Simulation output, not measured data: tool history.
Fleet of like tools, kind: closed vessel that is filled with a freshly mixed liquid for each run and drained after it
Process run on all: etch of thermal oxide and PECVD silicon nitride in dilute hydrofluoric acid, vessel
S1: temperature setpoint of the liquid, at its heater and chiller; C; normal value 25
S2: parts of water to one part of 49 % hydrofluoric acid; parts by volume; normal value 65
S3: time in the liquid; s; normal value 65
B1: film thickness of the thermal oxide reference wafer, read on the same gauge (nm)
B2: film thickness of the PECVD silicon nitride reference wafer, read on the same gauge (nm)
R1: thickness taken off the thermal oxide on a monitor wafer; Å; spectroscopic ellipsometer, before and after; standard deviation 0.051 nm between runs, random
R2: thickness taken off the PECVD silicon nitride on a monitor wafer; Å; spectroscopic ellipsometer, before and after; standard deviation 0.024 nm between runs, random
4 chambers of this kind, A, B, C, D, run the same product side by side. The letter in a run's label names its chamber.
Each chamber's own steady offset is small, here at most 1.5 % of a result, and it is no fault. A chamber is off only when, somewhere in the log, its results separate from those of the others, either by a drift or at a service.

run   hour  S1  S2  S3      B1      B2      R1      R2
 1C    9.2  25  65  65  140.02  120.01  52.549  34.646
 2D   24.3  25  65  65  139.99     120  52.846  34.705
 3A   37.5  25  65  65     140  120.01  53.139  34.496
 4B   45.5  25  65  65  140.01     120  52.427  34.328
 5B   54.8  25  65  65  140.01  120.02   52.04  33.948
 6C   63.6  25  65  65     140  120.02  52.206  34.148
 7D   79.1  25  65  65  140.02     120   53.17  34.718
 8A   90.7  25  65  65     140  119.97  52.157  34.141
 9A     99  25  65  65  139.99  119.99  52.496  34.795
10C  110.8  25  65  65  140.01     120  52.269  34.422
11B  124.5  25  65  65  140.01     120  51.402    34.3
12D  137.3  25  50  65  139.99  119.98  68.929  44.751
13A  147.4  25  50  65  139.99     120  69.673  43.983
14B  160.3  25  50  65     140     120  68.471   44.07
15D  167.8  25  50  65  139.99  119.97  69.606  44.904
16C  175.2  25  65  65  139.99  119.99  52.716  35.105
17C  187.5  25  65  65  139.97  119.98    53.1  34.807
18D    199  25  65  65  140.01  119.99    52.6  34.843
19A  214.4  25  65  65  140.01  120.01   52.58  34.487
     218.3  -- chamber C: thermometer replaced
20B  228.2  25  65  65     140     120  51.342  34.758
21B  236.1  25  65  65  140.01  120.02  51.135    34.3
22D    245  25  65  65     140  119.98  52.466  34.317
23C  253.5  25  65  65     140  120.01  54.477  35.528
24A  263.6  25  65  65  139.99  119.98  52.711  34.344
25C  270.6  25  65  65  139.99  119.99  53.811  34.936
26D  277.5  25  90  65  140.02  120.01   36.56  25.149
27A  292.9  25  90  65     140  119.99  36.402  25.042
28B  301.3  25  90  65     140     120  35.956  25.142
29A  315.6  25  90  65     140  120.01  36.271  25.135
30D  323.6  27  65  65  140.03  120.01  56.066  39.964
31B  335.3  27  65  65  140.02  120.02  55.309  38.992

Read the log: is a single chamber off, either drifting away or since a service, is the gauge that measures every chamber drifting, or is nothing wrong beyond small per-chamber offsets? Name any odd chamber and what most likely caused it.

It is chamber C that slowly wanders off from its peers.
Most likely cause: hydrofluoric acid flow above the setpoint (%) = 5.41.

Below are 4 candidate recipes for chamber C's next run, each the usual settings with a change, their results shown as question marks. Which of them brings C's results back in line with what the other chambers give on the usual settings?
In line means no further than this from the other chambers' mean on the usual settings: R1 1.8 Å; R2 0.86 Å
32C-1  346.6  24.5  60  65           ?   ?
32C-2  346.6  25.5  70  65           ?   ?
32C-3  346.6    26  70  60           ?   ?
32C-4  346.6    24  60  70           ?   ?

Mean of the other chambers on the usual settings: R1 52.096 Å; R2 34.53 Å
  run      R1      R2
32C-1  59.291  37.834
32C-2  52.138  34.678
32C-3  49.081  33.063
32C-4  62.586  39.426
32C-2 puts the chamber back in line with the other chambers.
